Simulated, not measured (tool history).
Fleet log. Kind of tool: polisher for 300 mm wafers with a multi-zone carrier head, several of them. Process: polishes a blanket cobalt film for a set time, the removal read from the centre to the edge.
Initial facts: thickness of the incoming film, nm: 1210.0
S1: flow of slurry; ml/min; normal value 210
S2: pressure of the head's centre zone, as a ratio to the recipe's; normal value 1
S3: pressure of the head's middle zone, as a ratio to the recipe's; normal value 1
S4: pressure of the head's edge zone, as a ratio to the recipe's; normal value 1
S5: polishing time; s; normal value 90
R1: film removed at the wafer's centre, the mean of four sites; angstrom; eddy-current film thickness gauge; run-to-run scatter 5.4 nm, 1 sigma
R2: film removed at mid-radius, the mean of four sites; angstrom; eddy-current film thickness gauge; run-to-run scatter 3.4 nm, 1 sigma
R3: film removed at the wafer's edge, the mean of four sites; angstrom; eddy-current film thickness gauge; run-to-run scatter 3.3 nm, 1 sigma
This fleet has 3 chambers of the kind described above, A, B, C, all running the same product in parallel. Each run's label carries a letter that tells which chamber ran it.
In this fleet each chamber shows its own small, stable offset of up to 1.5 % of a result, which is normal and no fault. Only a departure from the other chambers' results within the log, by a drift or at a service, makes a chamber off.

run   hour   S1   S2    S3    S4   S5      R1      R2      R3
 1A    8.6  210    1     1     1   90  3888.5    3848  3889.8
 2C   16.7  210    1     1     1   90  3846.1  3873.6  3843.7
 3B   25.3  210    1     1     1   90  3909.7  3852.1    3759
 4A   33.8  210    1     1     1   90  3879.3  3916.4  3832.9
 5B   38.3  255    1     1     1   73  3282.7  3159.1  3137.6
 6C   45.9  255    1     1     1   73    3230  3181.2  3184.6
 7B   53.2  255    1     1     1   73  3238.9  3206.4  3164.7
 8A   57.7  210    1     1     1  106  4641.5  4560.5  4584.5
 9C     64  210    1     1     1  106  4539.5  4564.4  4535.5
10C   68.2  210    1     1     1  106  4435.4    4589  4584.8
      74.7  -- chamber C: worn pad replaced by a new one
11B   76.1  210    1  1.08  0.93   90  3913.8  4110.6  3718.3
12A   81.2  210    1  1.08  0.93   90  3895.8  4148.7  3732.3
13B   86.5  210    1  1.08  0.93   90  4055.7  4037.9  3719.9
14A   95.2  210    1     1     1   90  3931.9  3902.4  3907.9
15C  100.8  210    1     1     1   90  3964.6  3933.3  3946.8
16B    108  210    1     1     1   90  3828.9  3864.3  3820.9
17C  113.2  210    1     1     1   90  3890.9  3893.5  3900.2
18A  118.6  210    1     1     1   90  3894.7  3857.6  3852.9
19B  127.3  210    1     1     1   90  3894.8  3818.9    3814
     130.5  -- chamber B: slurry nozzle cleaned
20C  133.5  150  0.9     1     1   90  3197.2  3685.9  3712.8
21A  141.4  150  0.9     1     1   90  3121.4  3655.6  3703.9
     145.6  -- chamber B: worn pad replaced by a new one
22C  146.9  150  0.9     1     1   90  3221.8  3645.3  3710.4
     147.7  -- chamber A: worn pad replaced by a new one
     151.7  -- chamber A: slurry nozzle cleaned
23A  152.7  210    1     1     1   90  3935.2  3926.7  3836.6
24B  158.3  210    1     1     1   90  3902.9  3838.1    3836
25B  163.8  210    1     1     1   90  3920.1  3861.9  3811.5
26C  170.6  210    1     1     1   90  3824.1  3853.3  3870.3
27A  177.2  210    1     1     1   90  3841.4  3890.6  3896.3
28B  185.2  210    1     1     1   90  3909.6  3843.2  3789.8
29C  189.3  210    1     1     1   90  3987.9  3846.5  3902.9
30A  198.2  210    1     1     1   90  3929.3  3817.8  3882.8
31A  204.9  210    1     1     1   90  3858.1  3874.5  3852.9
32C  214.2  210    1     1     1   90  3906.5  3879.3  3882.3

What goes on in this fleet: one chamber off, a drifting gauge, or nothing beyond the chambers' own small offsets? Name the chamber and the cause, if any.

Neither any chamber nor the gauge drifts; the chambers differ only by their own small, steady offsets.
